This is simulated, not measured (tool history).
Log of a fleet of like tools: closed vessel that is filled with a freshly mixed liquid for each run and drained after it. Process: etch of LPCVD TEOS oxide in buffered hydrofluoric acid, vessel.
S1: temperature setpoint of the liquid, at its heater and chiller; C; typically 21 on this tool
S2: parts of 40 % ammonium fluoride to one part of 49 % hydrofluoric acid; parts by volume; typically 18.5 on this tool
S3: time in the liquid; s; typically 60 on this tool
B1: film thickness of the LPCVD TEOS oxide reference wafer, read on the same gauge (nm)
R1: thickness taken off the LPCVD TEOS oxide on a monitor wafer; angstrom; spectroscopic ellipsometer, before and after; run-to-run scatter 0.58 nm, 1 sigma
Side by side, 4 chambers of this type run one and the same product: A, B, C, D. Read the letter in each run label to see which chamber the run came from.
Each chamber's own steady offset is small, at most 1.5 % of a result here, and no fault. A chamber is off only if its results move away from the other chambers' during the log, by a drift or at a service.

| run | hour | S1 | S2 | S3 | B1 | R1 |
|---|---|---|---|---|---|---|
| 1B | 8.3 | 21 | 18.5 | 60 | 60.051 | 786.69 |
| 2A | 14.4 | 21 | 18.5 | 60 | 60.004 | 773.81 |
| 3C | 21.8 | 21 | 18.5 | 60 | 60.031 | 767.51 |
| 4D | 28.1 | 21 | 18.5 | 60 | 60.048 | 772.06 |
| 5C | 32.6 | 21 | 18.5 | 60 | 59.994 | 780.23 |
| 6B | 42.2 | 21 | 12.5 | 90 | 60.026 | 1717.70 |
| 7D | 51.4 | 21 | 12.5 | 90 | 60.004 | 1697.70 |
| 8A | 58.0 | 21 | 12.5 | 90 | 60.014 | 1722.70 |
| 9C | 65.7 | 21 | 12.5 | 90 | 60.003 | 1691.30 |
| 10B | 75.8 | 21 | 18.5 | 60 | 60.010 | 779.30 |
| 11D | 81.7 | 21 | 18.5 | 60 | 60.017 | 759.10 |
| 12A | 86.9 | 21 | 18.5 | 60 | 59.955 | 776.07 |
| 13D | 92.5 | 21 | 18.5 | 60 | 60.024 | 763.01 |
| 14B | 102.2 | 21 | 18.5 | 60 | 60.032 | 776.53 |
| 15A | 107.7 | 21 | 18.5 | 60 | 60.065 | 789.39 |
| 16C | 113.9 | 21 | 18.5 | 60 | 59.992 | 771.67 |
| 17B | 120.5 | 21 | 18.5 | 60 | 59.972 | 796.79 |
| 18A | 127.5 | 21 | 18.5 | 60 | 60.007 | 775.39 |
| 19D | 135.6 | 21 | 18.5 | 60 | 59.988 | 753.19 |
| 20C | 141.6 | 21 | 18.5 | 60 | 60.015 | 762.23 |
| 21A | 150.8 | 21 | 11.0 | 60 | 60.030 | 1303.60 |
| 22D | 156.6 | 21 | 11.0 | 60 | 60.006 | 1260.00 |
| 23B | 165.2 | 21 | 11.0 | 60 | 59.996 | 1289.10 |
| 24C | 171.8 | 21 | 11.0 | 60 | 60.008 | 1284.50 |
| 25D | 176.4 | 21 | 18.5 | 60 | 60.012 | 735.26 |

Predict what each chamber gives when all 4 of them run the settings below next.
| 26A | 183.6 | 21 | 18.5 | 95 |  | ? |
| 26B | 183.6 | 21 | 18.5 | 95 |  | ? |
| 26C | 183.6 | 21 | 18.5 | 95 |  | ? |
| 26D | 183.6 | 21 | 18.5 | 95 |  | ? |

| run | R1 |
|---|---|
| 26A | 1230.70 |
| 26B | 1244.60 |
| 26C | 1232.90 |
| 26D | 1173.90 |

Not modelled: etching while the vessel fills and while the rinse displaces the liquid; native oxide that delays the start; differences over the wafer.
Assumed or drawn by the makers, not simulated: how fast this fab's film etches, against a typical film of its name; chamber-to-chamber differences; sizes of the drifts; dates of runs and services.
